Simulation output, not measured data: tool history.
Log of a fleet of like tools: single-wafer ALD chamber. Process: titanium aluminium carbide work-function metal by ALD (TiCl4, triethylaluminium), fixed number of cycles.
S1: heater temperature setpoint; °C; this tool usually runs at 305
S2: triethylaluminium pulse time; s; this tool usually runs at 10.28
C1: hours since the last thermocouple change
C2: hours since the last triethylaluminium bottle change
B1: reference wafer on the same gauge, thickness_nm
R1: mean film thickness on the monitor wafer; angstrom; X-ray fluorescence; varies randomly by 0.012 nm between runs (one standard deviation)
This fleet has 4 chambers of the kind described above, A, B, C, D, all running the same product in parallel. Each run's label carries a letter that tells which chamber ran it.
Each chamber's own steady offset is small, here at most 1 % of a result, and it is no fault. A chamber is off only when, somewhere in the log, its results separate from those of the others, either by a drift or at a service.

run 1C hour=5.9 | S1=305 S2=10.28 | C1=1766.7 C2=534.7 | B1=2.0415 | R1=20.601
run 2B hour=13.2 | S1=305 S2=10.28 | C1=727.8 C2=842.8 | B1=2.0415 | R1=20.407
run 3D hour=19.6 | S1=305 S2=10.28 | C1=1265.5 C2=339.4 | B1=2.0421 | R1=20.482
run 4A hour=27 | S1=305 S2=10.28 | C1=1550.1 C2=400.2 | B1=2.0402 | R1=20.672
run 5D hour=31.1 | S1=305 S2=10.28 | C1=1277 C2=350.9 | B1=2.0395 | R1=20.483
run 6B hour=38.9 | S1=305 S2=10.28 | C1=753.5 C2=868.5 | B1=2.0405 | R1=20.504
run 7C hour=43.9 | S1=305 S2=10.28 | C1=1804.7 C2=572.7 | B1=2.0403 | R1=20.474
run 8A hour=50.5 | S1=305 S2=10.28 | C1=1573.6 C2=423.7 | B1=2.0423 | R1=20.776
run 9B hour=55.4 | S1=305 S2=10.28 | C1=770 C2=885 | B1=2.0372 | R1=20.574
run 10A hour=62.8 | S1=305 S2=10.28 | C1=1585.9 C2=436 | B1=2.0432 | R1=20.251
run 11D hour=70.4 | S1=305 S2=10.28 | C1=1316.3 C2=390.2 | B1=2.0379 | R1=20.385
run 12C hour=75.5 | S1=316 S2=11.49 | C1=1836.3 C2=604.3 | B1=2.0394 | R1=21.356
run 13B hour=81.4 | S1=316 S2=11.49 | C1=796 C2=911 | B1=2.0395 | R1=21.573
run 14C hour=84.8 | S1=316 S2=11.49 | C1=1845.6 C2=613.6 | B1=2.0414 | R1=21.489
run 15D hour=90.7 | S1=316 S2=11.49 | C1=1336.6 C2=410.5 | B1=2.0399 | R1=21.72
run 16A hour=97.3 | S1=305 S2=10.28 | C1=1620.4 C2=470.5 | B1=2.0418 | R1=20.363
run 17D hour=101.8 | S1=305 S2=10.28 | C1=1347.7 C2=421.6 | B1=2.0402 | R1=20.493
run 18A hour=105.7 | S1=305 S2=10.28 | C1=1628.8 C2=478.9 | B1=2.0406 | R1=20.487
run 19C hour=111 | S1=305 S2=10.28 | C1=1871.8 C2=639.8 | B1=2.0393 | R1=20.392
run 20B hour=115 | S1=305 S2=10.28 | C1=829.6 C2=944.6 | B1=2.0391 | R1=20.565
run 21D hour=119.1 | S1=305 S2=10.28 | C1=1365 C2=438.9 | B1=2.0359 | R1=20.466
run 22B hour=126.3 | S1=305 S2=10.28 | C1=840.9 C2=955.9 | B1=2.0405 | R1=20.783
run 23A hour=132.4 | S1=305 S2=10.28 | C1=1655.5 C2=505.6 | B1=2.0419 | R1=20.452
run 24C hour=139 | S1=305 S2=10.28 | C1=1899.8 C2=667.8 | B1=2.04 | R1=20.297
run 25D hour=145.1 | S1=298 S2=10.28 | C1=1391 C2=464.9 | B1=2.0416 | R1=19.731
run 26A hour=149.6 | S1=298 S2=10.28 | C1=1672.7 C2=522.8 | B1=2.0401 | R1=19.96
run 27C hour=155.4 | S1=298 S2=10.28 | C1=1916.2 C2=684.2 | B1=2.0396 | R1=19.895
run 28B hour=160.3 | S1=298 S2=10.28 | C1=874.9 C2=989.9 | B1=2.0401 | R1=19.967
run 29C hour=165.8 | S1=305 S2=10.28 | C1=1926.6 C2=694.6 | B1=2.0374 | R1=20.281
run 30A hour=172.8 | S1=305 S2=10.28 | C1=1695.9 C2=546 | B1=2.0398 | R1=20.494
run 31D hour=176.4 | S1=305 S2=10.28 | C1=1422.3 C2=496.2 | B1=2.0389 | R1=20.131
run 32B hour=180.3 | S1=305 S2=10.28 | C1=894.9 C2=1009.9 | B1=2.041 | R1=20.573
run 33A hour=186.2 | S1=305 S2=10.28 | C1=1709.3 C2=559.4 | B1=2.0401 | R1=20.429
run 34C hour=191.3 | S1=305 S2=10.28 | C1=1952.1 C2=720.1 | B1=2.0401 | R1=20.314
run 35B hour=197.5 | S1=305 S2=10.28 | C1=912.1 C2=1027.1 | B1=2.0408 | R1=20.538

Read the log: is a single chamber off, either drifting away or since a service, is the gauge that measures every chamber drifting, or is nothing wrong beyond small per-chamber offsets? Name any odd chamber and what most likely caused it.

Nothing is wrong: each chamber keeps only its own small, steady offset and the gauge holds still.
